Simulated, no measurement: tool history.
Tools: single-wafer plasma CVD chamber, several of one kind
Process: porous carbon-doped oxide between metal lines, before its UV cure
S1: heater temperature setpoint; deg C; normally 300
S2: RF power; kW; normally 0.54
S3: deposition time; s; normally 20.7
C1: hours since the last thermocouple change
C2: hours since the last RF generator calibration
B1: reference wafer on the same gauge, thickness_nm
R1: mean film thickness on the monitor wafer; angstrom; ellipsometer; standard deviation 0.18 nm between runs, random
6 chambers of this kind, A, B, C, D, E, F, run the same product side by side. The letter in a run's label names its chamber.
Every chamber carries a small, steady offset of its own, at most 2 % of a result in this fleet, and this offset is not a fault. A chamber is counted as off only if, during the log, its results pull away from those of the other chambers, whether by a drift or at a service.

run	hour	S1	S2	S3	C1	C2	B1	R1
# hour 3.2: chamber D: RF generator calibrated
# hour 4.2: chamber A: thermocouple changed; heater temperature recalibrated
1D	10	300	0.54	20.7	566.8	6.9	136.05	1171.2
2C	17.7	300	0.54	20.7	664.6	2547.5	136.07	1195.6
3B	26.3	300	0.54	20.7	1584.6	123.8	136.01	1190.8
4A	34.8	300	0.54	20.7	30.7	770.9	136.05	1206.8
5E	40.5	300	0.54	20.7	436.9	849.8	136.09	1187.7
6F	46	300	0.54	20.7	924.5	429.6	136.16	1201.4
7B	53.2	300	0.59	20.7	1611.5	150.7	136.17	1261.5
8F	63.1	300	0.59	20.7	941.6	446.7	136.15	1273.2
9E	73	300	0.59	20.7	469.4	882.3	136.21	1260.4
10D	83.1	300	0.59	20.7	639.9	80	136.23	1244.4
# hour 83.9: chamber E: RF generator calibrated
11A	91.4	300	0.59	20.7	87.3	827.5	136.26	1283.5
12C	98.1	300	0.59	20.7	745	2627.9	136.23	1270.5
13F	104.4	300	0.54	20.7	982.9	488	136.26	1201.2
14C	113.8	300	0.54	20.7	760.7	2643.6	136.28	1194.8
15D	122.4	289	0.54	24.3	679.2	119.3	136.34	1464
16B	132.2	289	0.54	24.3	1690.5	229.7	136.4	1482.1
17E	137.8	289	0.54	24.3	534.2	54	136.39	1480.8
18A	148.5	289	0.54	24.3	144.4	884.6	136.39	1509.5
19D	154.9	289	0.54	24.3	711.7	151.8	136.41	1468.7
# hour 155: chamber C: RF generator calibrated
20F	163.3	289	0.54	24.3	1041.8	546.9	136.42	1498.8
21B	171.5	300	0.54	20.7	1729.8	269	136.49	1192.4
22C	179.5	300	0.54	20.7	826.4	24.6	136.53	1197.1
23E	190.8	300	0.54	20.7	587.2	107	136.52	1193.6
24A	200.4	294	0.45	20.7	196.3	936.5	136.6	1111
25B	205.9	294	0.45	20.7	1764.2	303.4	136.55	1086.2
26F	211.3	294	0.45	20.7	1089.8	594.9	136.62	1103.2
27D	216.7	294	0.45	20.7	773.5	213.6	136.57	1079.6
28A	227.7	294	0.45	20.7	223.6	963.8	136.58	1111.3
29E	238.9	294	0.45	20.7	635.3	155.1	136.65	1095.8
30C	248.7	300	0.54	20.7	895.6	93.8	136.65	1199.5
31E	254.4	300	0.54	20.7	650.8	170.6	136.69	1193.9
32B	261.7	300	0.54	20.7	1820	359.2	136.72	1192.7
33F	268.4	300	0.54	20.7	1146.9	652	136.74	1202.7
34A	275.1	300	0.54	20.7	271	1011.2	136.73	1213.6
35D	283.5	300	0.54	20.7	840.3	280.4	136.78	1176.9
36C	293.5	300	0.54	20.7	940.4	138.6	136.78	1201.6
37A	303.8	300	0.54	20.7	299.7	1039.9	136.77	1212.1

Has any chamber moved away from the others, gradually or after a service, or does the common gauge drift, or do the chambers differ only by their own small steady offsets? State the chamber and the most likely cause if one applies.

Gauge drift. The chambers move together only on paper, and none stands off.
What lies behind it: gauge reads high (%) = 0.633.
